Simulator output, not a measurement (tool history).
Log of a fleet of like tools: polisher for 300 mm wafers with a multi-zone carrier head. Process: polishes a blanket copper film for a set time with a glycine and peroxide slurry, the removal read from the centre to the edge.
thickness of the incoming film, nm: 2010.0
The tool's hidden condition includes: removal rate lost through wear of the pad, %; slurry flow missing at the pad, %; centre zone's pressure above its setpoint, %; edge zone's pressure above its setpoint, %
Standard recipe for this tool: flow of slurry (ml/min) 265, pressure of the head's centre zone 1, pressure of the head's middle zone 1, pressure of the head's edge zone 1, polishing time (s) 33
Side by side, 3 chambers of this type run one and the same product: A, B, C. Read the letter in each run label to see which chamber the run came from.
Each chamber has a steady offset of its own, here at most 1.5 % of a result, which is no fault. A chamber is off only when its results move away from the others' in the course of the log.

| run | hour | flow of slurry (ml/min) | pressure of the head's centre zone | pressure of the head's middle zone | pressure of the head's edge zone | polishing time (s) | wafers polished on this pad | hours since the slurry nozzle was cleaned | hours since the centre zone pressure was calibrated | hours since the edge zone pressure was calibrated | film removed at the wafer's centre (angstrom) | film removed at mid-radius (angstrom) | film removed at the wafer's edge (angstrom) |
|---|---|---|---|---|---|---|---|---|---|---|---|---|---|
|  | 3.8 | chamber B: worn pad replaced by a new one |
| 1A | 6.6 | 265 | 1 | 1 | 1 | 33 | 263 | 70.5 | 1032.2 | 460.3 | 1174.7 | 1200.2 | 1197.9 |
| 2B | 13.6 | 265 | 1 | 1 | 1 | 33 | 110 | 496.5 | 1106.3 | 187.1 | 1185.5 | 1194.6 | 1172.4 |
|  | 20.5 | chamber C: worn pad replaced by a new one |
| 3C | 23.9 | 265 | 1 | 1 | 1 | 33 | 39 | 136.5 | 448.1 | 433.3 | 1193.6 | 1204.1 | 1184.9 |
| 4B | 30.5 | 265 | 1 | 1 | 1 | 33 | 299 | 513.4 | 1123.2 | 204 | 1165 | 1188.4 | 1162.3 |
| 5A | 38.2 | 265 | 1 | 1 | 1 | 33 | 617 | 102.1 | 1063.8 | 491.9 | 1219.9 | 1191.4 | 1189.4 |
|  | 39.8 | chamber B: slurry nozzle cleaned |
| 6C | 47.9 | 265 | 1 | 1 | 1 | 33 | 308 | 160.5 | 472.1 | 457.3 | 1233 | 1183.6 | 1173.3 |
| 7B | 62.5 | 265 | 1 | 1 | 1 | 33 | 658 | 22.7 | 1155.2 | 236 | 1185.9 | 1167.6 | 1172.3 |
| 8C | 75.8 | 265 | 1 | 1 | 1 | 33 | 621 | 188.4 | 500 | 485.2 | 1162.2 | 1204.6 | 1207.8 |
| 9A | 89.4 | 265 | 1 | 1 | 1 | 33 | 1192 | 153.3 | 1115 | 543.1 | 1186.7 | 1166.1 | 1199.2 |
|  | 97.5 | chamber B: worn pad replaced by a new one |
|  | 97.9 | chamber C: worn pad replaced by a new one |
| 10A | 103.5 | 265 | 1 | 1 | 0.94 | 33 | 1350 | 167.4 | 1129.1 | 557.2 | 1185.2 | 1174 | 1171.7 |
|  | 111.7 | chamber A: worn pad replaced by a new one |
| 11B | 115.1 | 265 | 1 | 1 | 0.94 | 33 | 197 | 75.3 | 1207.8 | 288.6 | 1204.6 | 1169 | 1139.8 |
|  | 122.2 | chamber A: centre zone pressure recalibrated |
| 12C | 125 | 265 | 1 | 1 | 0.94 | 33 | 304 | 237.6 | 549.2 | 534.4 | 1206.4 | 1173.1 | 1156.7 |
| 13A | 133.5 | 265 | 1 | 1 | 1 | 33 | 245 | 197.4 | 11.4 | 587.2 | 1299.3 | 1182.9 | 1224.4 |
|  | 135.7 | chamber A: slurry nozzle cleaned |
| 14B | 145.3 | 265 | 1 | 1 | 1 | 33 | 536 | 105.5 | 1238 | 318.8 | 1182.4 | 1182.7 | 1178.9 |
| 15C | 155.3 | 265 | 1 | 1 | 1 | 33 | 644 | 267.9 | 579.5 | 564.7 | 1207.8 | 1189.6 | 1188.6 |
| 16A | 168.7 | 265 | 1 | 1 | 1 | 33 | 640 | 33 | 46.6 | 622.4 | 1311.9 | 1202.8 | 1183.1 |
|  | 176.2 | chamber B: worn pad replaced by a new one |
|  | 179.5 | chamber C: worn pad replaced by a new one |
| 17B | 183.3 | 265 | 1 | 1 | 1 | 33 | 80 | 143.5 | 1276 | 356.8 | 1181.6 | 1188 | 1166.9 |
| 18C | 195.5 | 265 | 1 | 1 | 1 | 33 | 179 | 308.1 | 619.7 | 604.9 | 1199.9 | 1185.7 | 1203.3 |
| 19A | 205.8 | 265 | 1 | 1 | 1.09 | 33 | 1056 | 70.1 | 83.7 | 659.5 | 1294.5 | 1193.4 | 1236.9 |
|  | 213 | chamber B: edge zone pressure recalibrated |
| 20B | 216.9 | 265 | 1 | 1 | 1.09 | 33 | 457 | 177.1 | 1309.6 | 4 | 1192.4 | 1170.4 | 1238 |
| 21C | 231.1 | 265 | 1 | 1 | 1.09 | 33 | 579 | 343.7 | 655.3 | 640.5 | 1197.5 | 1197.8 | 1255.7 |
| 22B | 244.1 | 265 | 1 | 1 | 1 | 33 | 762 | 204.3 | 1336.8 | 31.2 | 1206 | 1176.5 | 1171.8 |
|  | 251.2 | chamber B: worn pad replaced by a new one |
| 23C | 251.4 | 265 | 1 | 1 | 1 | 33 | 807 | 364 | 675.6 | 660.8 | 1215.3 | 1206.5 | 1153.8 |
|  | 255.8 | chamber A: worn pad replaced by a new one |
|  | 264 | chamber C: worn pad replaced by a new one |
|  | 264.6 | chamber B: centre zone pressure recalibrated |
| 24A | 266.1 | 265 | 1 | 1 | 1 | 39 | 115 | 130.4 | 144 | 719.8 | 1535.2 | 1402.6 | 1413.7 |
| 25C | 276.2 | 265 | 1 | 1 | 1 | 39 | 137 | 388.8 | 700.4 | 685.6 | 1432.8 | 1438.3 | 1394.1 |
| 26B | 284.4 | 265 | 1 | 1 | 1 | 39 | 372 | 244.6 | 19.8 | 71.5 | 1382.1 | 1410.4 | 1387.4 |

All chambers now run identical settings, listed one chamber a line with results as question marks. What results will each chamber show?
| 27A | 294.9 | 265 | 1 | 1 | 1 | 33 |  |  |  |  | ? | ? | ? |
| 27B | 294.9 | 265 | 1 | 1 | 1 | 33 |  |  |  |  | ? | ? | ? |
| 27C | 294.9 | 265 | 1 | 1 | 1 | 33 |  |  |  |  | ? | ? | ? |

| run | film removed at the wafer's centre (angstrom) | film removed at mid-radius (angstrom) | film removed at the wafer's edge (angstrom) |
|---|---|---|---|
| 27A | 1331.1 | 1182.7 | 1207.1 |
| 27B | 1206.7 | 1176.5 | 1185.2 |
| 27C | 1194.6 | 1171.4 | 1183.5 |
